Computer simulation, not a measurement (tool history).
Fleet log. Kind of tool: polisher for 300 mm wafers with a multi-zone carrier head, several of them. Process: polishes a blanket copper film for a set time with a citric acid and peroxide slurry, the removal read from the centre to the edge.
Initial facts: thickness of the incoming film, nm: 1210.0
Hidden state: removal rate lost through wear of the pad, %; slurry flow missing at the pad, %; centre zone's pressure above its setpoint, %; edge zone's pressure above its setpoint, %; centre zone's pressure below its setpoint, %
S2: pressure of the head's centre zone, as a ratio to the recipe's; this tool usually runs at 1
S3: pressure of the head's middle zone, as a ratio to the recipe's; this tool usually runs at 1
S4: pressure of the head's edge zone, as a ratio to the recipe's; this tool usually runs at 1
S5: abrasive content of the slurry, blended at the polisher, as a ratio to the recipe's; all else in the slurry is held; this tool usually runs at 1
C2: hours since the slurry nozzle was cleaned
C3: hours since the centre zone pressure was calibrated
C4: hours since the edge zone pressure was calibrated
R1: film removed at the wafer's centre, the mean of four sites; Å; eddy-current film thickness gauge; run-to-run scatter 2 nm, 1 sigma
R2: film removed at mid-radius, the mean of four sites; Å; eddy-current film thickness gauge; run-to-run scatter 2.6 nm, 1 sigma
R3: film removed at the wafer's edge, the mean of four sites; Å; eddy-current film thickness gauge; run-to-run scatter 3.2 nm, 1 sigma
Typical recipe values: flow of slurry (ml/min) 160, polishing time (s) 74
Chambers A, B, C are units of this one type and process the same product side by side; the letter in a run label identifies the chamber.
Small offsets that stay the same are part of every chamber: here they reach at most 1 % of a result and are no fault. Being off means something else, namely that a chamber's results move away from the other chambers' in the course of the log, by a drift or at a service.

Run 1A, hour 12.9: usual settings; wafers polished on this pad 800; C2 565.9; C3 421.3; C4 303.4. Result: R1 2177.1 Å, R2 2216.2 Å, R3 2130.8 Å.
At hour 19.5: chamber B: edge zone pressure recalibrated.
Run 2B, hour 24.8: usual settings; wafers polished on this pad 873; C2 88.8; C3 263.8; C4 5.4. Result: R1 2192.7 Å, R2 2185.1 Å, R3 2147.5 Å.
Run 3C, hour 33.9: usual settings; wafers polished on this pad 294; C2 177.8; C3 1305.3; C4 994.6. Result: R1 2181.3 Å, R2 2185.9 Å, R3 2223.6 Å.
Run 4A, hour 45.3: usual settings; wafers polished on this pad 1060; C2 598.3; C3 453.7; C4 335.8. Result: R1 2207.7 Å, R2 2140 Å, R3 2157.9 Å.
Run 5C, hour 57.6: usual settings but flow of slurry (ml/min) 200; wafers polished on this pad 484; C2 201.5; C3 1329; C4 1018.3. Result: R1 2311.7 Å, R2 2274.6 Å, R3 2262.6 Å.
Run 6B, hour 63.9: usual settings but flow of slurry (ml/min) 200; wafers polished on this pad 1186; C2 127.9; C3 302.9; C4 44.5. Result: R1 2258.5 Å, R2 2283.8 Å, R3 2279 Å.
Run 7B, hour 71.5: usual settings but flow of slurry (ml/min) 200; wafers polished on this pad 1247; C2 135.5; C3 310.5; C4 52.1. Result: R1 2285.8 Å, R2 2223.6 Å, R3 2222.8 Å.
At hour 75.9: chamber A: worn pad replaced by a new one.
At hour 76.5: chamber B: worn pad replaced by a new one.
Run 8C, hour 78.5: usual settings; wafers polished on this pad 651; C2 222.4; C3 1349.9; C4 1039.2. Result: R1 2178.6 Å, R2 2162.8 Å, R3 2165.8 Å.
Run 9A, hour 89.2: usual settings; wafers polished on this pad 106; C2 642.2; C3 497.6; C4 379.7. Result: R1 2174.1 Å, R2 2160.3 Å, R3 2241.6 Å.
Run 10C, hour 99.6: usual settings but flow of slurry (ml/min) 115, polishing time (s) 91; wafers polished on this pad 820; C2 243.5; C3 1371; C4 1060.3. Result: R1 2491.7 Å, R2 2548.2 Å, R3 2570.3 Å.
Run 11B, hour 109.5: usual settings but flow of slurry (ml/min) 115, polishing time (s) 91; wafers polished on this pad 264; C2 173.5; C3 348.5; C4 90.1. Result: R1 2479.3 Å, R2 2503.5 Å, R3 2561.4 Å.
Run 12A, hour 117: usual settings but flow of slurry (ml/min) 115, polishing time (s) 91; wafers polished on this pad 329; C2 670; C3 525.4; C4 407.5. Result: R1 2412.5 Å, R2 2499.6 Å, R3 2585 Å.
Run 13B, hour 124.8: usual settings; wafers polished on this pad 387; C2 188.8; C3 363.8; C4 105.4. Result: R1 2190.6 Å, R2 2178.5 Å, R3 2145.5 Å.
At hour 131.5: chamber A: slurry nozzle cleaned.
Run 14C, hour 133.3: usual settings; wafers polished on this pad 1090; C2 277.2; C3 1404.7; C4 1094. Result: R1 2201.2 Å, R2 2232.6 Å, R3 2182.4 Å.
Run 15A, hour 139.1: usual settings; wafers polished on this pad 506; C2 7.6; C3 547.5; C4 429.6. Result: R1 2157.3 Å, R2 2192.1 Å, R3 2165.3 Å.
Run 16B, hour 150.7: usual settings; wafers polished on this pad 594; C2 214.7; C3 389.7; C4 131.3. Result: R1 2224.8 Å, R2 2202.9 Å, R3 2129.8 Å.
At hour 157: chamber C: worn pad replaced by a new one.
Run 17A, hour 161.6: usual settings; wafers polished on this pad 686; C2 30.1; C3 570; C4 452.1. Result: R1 2174 Å, R2 2175.9 Å, R3 2183.3 Å.
Run 18C, hour 174.5: usual settings; wafers polished on this pad 140; C2 318.4; C3 1445.9; C4 1135.2. Result: R1 2179.5 Å, R2 2215.6 Å, R3 2210.5 Å.
Run 19C, hour 182.4: usual settings; wafers polished on this pad 204; C2 326.3; C3 1453.8; C4 1143.1. Result: R1 2196.3 Å, R2 2239.6 Å, R3 2199 Å.
Run 20B, hour 191.4: usual settings; wafers polished on this pad 920; C2 255.4; C3 430.4; C4 172. Result: R1 2176.1 Å, R2 2163.5 Å, R3 2157.9 Å.
Run 21A, hour 201.6: usual settings; wafers polished on this pad 1006; C2 70.1; C3 610; C4 492.1. Result: R1 2163.6 Å, R2 2205.1 Å, R3 2229.7 Å.
At hour 206.8: chamber C: centre zone pressure recalibrated.
Run 22C, hour 207.7: usual settings; wafers polished on this pad 406; C2 351.6; C3 1; C4 1168.4. Result: R1 2181 Å, R2 2191 Å, R3 2203.4 Å.
Run 23A, hour 220.6: usual settings; wafers polished on this pad 1158; C2 89.1; C3 629; C4 511.1. Result: R1 2173.1 Å, R2 2195 Å, R3 2199.6 Å.
Run 24B, hour 231.3: usual settings; wafers polished on this pad 1239; C2 295.3; C3 470.3; C4 211.9. Result: R1 2208.1 Å, R2 2178 Å, R3 2182.4 Å.
At hour 232.8: chamber B: centre zone pressure recalibrated.
Run 25B, hour 237.8: usual settings; wafers polished on this pad 1291; C2 301.8; C3 5.1; C4 218.4. Result: R1 1899.7 Å, R2 2170.7 Å, R3 2160.8 Å.
At hour 239.1: chamber A: centre zone pressure recalibrated.
Run 26C, hour 246.9: usual settings; wafers polished on this pad 720; C2 390.8; C3 40.2; C4 1207.6. Result: R1 2216 Å, R2 2224.5 Å, R3 2182.4 Å.
Run 27A, hour 254.2: usual settings; wafers polished on this pad 1427; C2 122.7; C3 15.1; C4 544.7. Result: R1 2169.7 Å, R2 2197.4 Å, R3 2194.2 Å.
At hour 255.4: chamber B: worn pad replaced by a new one.
At hour 255.5: chamber A: worn pad replaced by a new one.
Run 28C, hour 262.3: usual settings but flow of slurry (ml/min) 205, S2 0.93; wafers polished on this pad 843; C2 406.2; C3 55.6; C4 1223. Result: R1 2108.2 Å, R2 2296.7 Å, R3 2227.4 Å.
Run 29B, hour 273: usual settings but flow of slurry (ml/min) 205, S2 0.93; wafers polished on this pad 141; C2 337; C3 40.3; C4 253.6. Result: R1 1835.6 Å, R2 2275.3 Å, R3 2262.3 Å.
Run 30A, hour 282.5: usual settings but flow of slurry (ml/min) 205, S2 0.93; wafers polished on this pad 216; C2 151; C3 43.4; C4 573. Result: R1 2066 Å, R2 2283.6 Å, R3 2263.5 Å.
Run 31C, hour 292.8: usual settings; wafers polished on this pad 1087; C2 436.7; C3 86.1; C4 1253.5. Result: R1 2165.6 Å, R2 2150.3 Å, R3 2191.3 Å.
Run 32A, hour 303.8: usual settings; wafers polished on this pad 387; C2 172.3; C3 64.7; C4 594.3. Result: R1 2169.2 Å, R2 2194.7 Å, R3 2209.3 Å.
Run 33B, hour 315.4: usual settings; wafers polished on this pad 480; C2 379.4; C3 82.7; C4 296. Result: R1 1945.1 Å, R2 2118.7 Å, R3 2159.8 Å.
Run 34C, hour 328.2: usual settings; wafers polished on this pad 1371; C2 472.1; C3 121.5; C4 1288.9. Result: R1 2153.7 Å, R2 2157.6 Å, R3 2218.4 Å.
Run 35A, hour 336.2: usual settings; wafers polished on this pad 646; C2 204.7; C3 97.1; C4 626.7. Result: R1 2198.1 Å, R2 2190.5 Å, R3 2217.1 Å.
At hour 342.2: chamber C: slurry nozzle cleaned.
Run 36B, hour 346.8: usual settings; wafers polished on this pad 731; C2 410.8; C3 114.1; C4 327.4. Result: R1 1932.5 Å, R2 2182.2 Å, R3 2204.4 Å.
Run 37C, hour 356.9: usual settings but S2 1.08, S5 0.75; wafers polished on this pad 1600; C2 14.7; C3 150.2; C4 1317.6. Result: R1 2244.4 Å, R2 2114.7 Å, R3 2087.6 Å.
Run 38B, hour 363.4: usual settings but S2 1.08, S5 0.75; wafers polished on this pad 864; C2 427.4; C3 130.7; C4 344. Result: R1 1955.2 Å, R2 2033 Å, R3 2034.4 Å.
Run 39A, hour 373.9: usual settings but S2 1.08, S5 0.75; wafers polished on this pad 948; C2 242.4; C3 134.8; C4 664.4. Result: R1 2248.5 Å, R2 2099.9 Å, R3 2030.9 Å.
Run 40B, hour 380.3: usual settings but polishing time (s) 61; wafers polished on this pad 1000; C2 444.3; C3 147.6; C4 360.9. Result: R1 1606.1 Å, R2 1833.8 Å, R3 1760.6 Å.

Which is it: a chamber that has drifted or been left off by a service, a gauge drift common to all chambers, or only each chamber's usual small offset? If a chamber is off, name it and its likeliest cause.

Chamber B has stood off from the others ever since a service on it.
What lies behind it: centre zone's pressure below its setpoint, % = 11.1.

Which of the 4 candidates below, each the usual settings with something changed and its results left as question marks, puts chamber B back in line with what the other chambers give on the usual settings?
In-line tolerance around the mean of the other chambers on the usual settings: R1 71 Å; R2 92 Å; R3 110 Å
Run 41B-1, hour 389.7: usual settings but flow of slurry (ml/min) 155, S2 0.92, S3 1.02, S4 1.03, polishing time (s) 72. Result: R1 ?, R2 ?, R3 ?.
Run 41B-2, hour 389.7: usual settings but flow of slurry (ml/min) 155, S2 0.96, S3 1.01, S4 1.01, polishing time (s) 73. Result: R1 ?, R2 ?, R3 ?.
Run 41B-3, hour 389.7: usual settings but flow of slurry (ml/min) 165, S2 1.04, S3 0.99, S4 0.99, polishing time (s) 75. Result: R1 ?, R2 ?, R3 ?.
Run 41B-4, hour 389.7: usual settings but flow of slurry (ml/min) 165, S2 1.08, S3 0.98, S4 0.97, polishing time (s) 76. Result: R1 ?, R2 ?, R3 ?.

Average result of the remaining chambers running the usual settings: R1 2183.2 Å; R2 2191.9 Å; R3 2199.9 Å
  run      R1      R2      R3
41B-1  1695.5  2126.3  2123.2
41B-2  1802.4  2135.9  2131.1
41B-3  2048.2  2177.1    2185
41B-4  2163.2  2185.1  2191.4
41B-4 is the one that brings the chamber's results back in line with the other chambers.
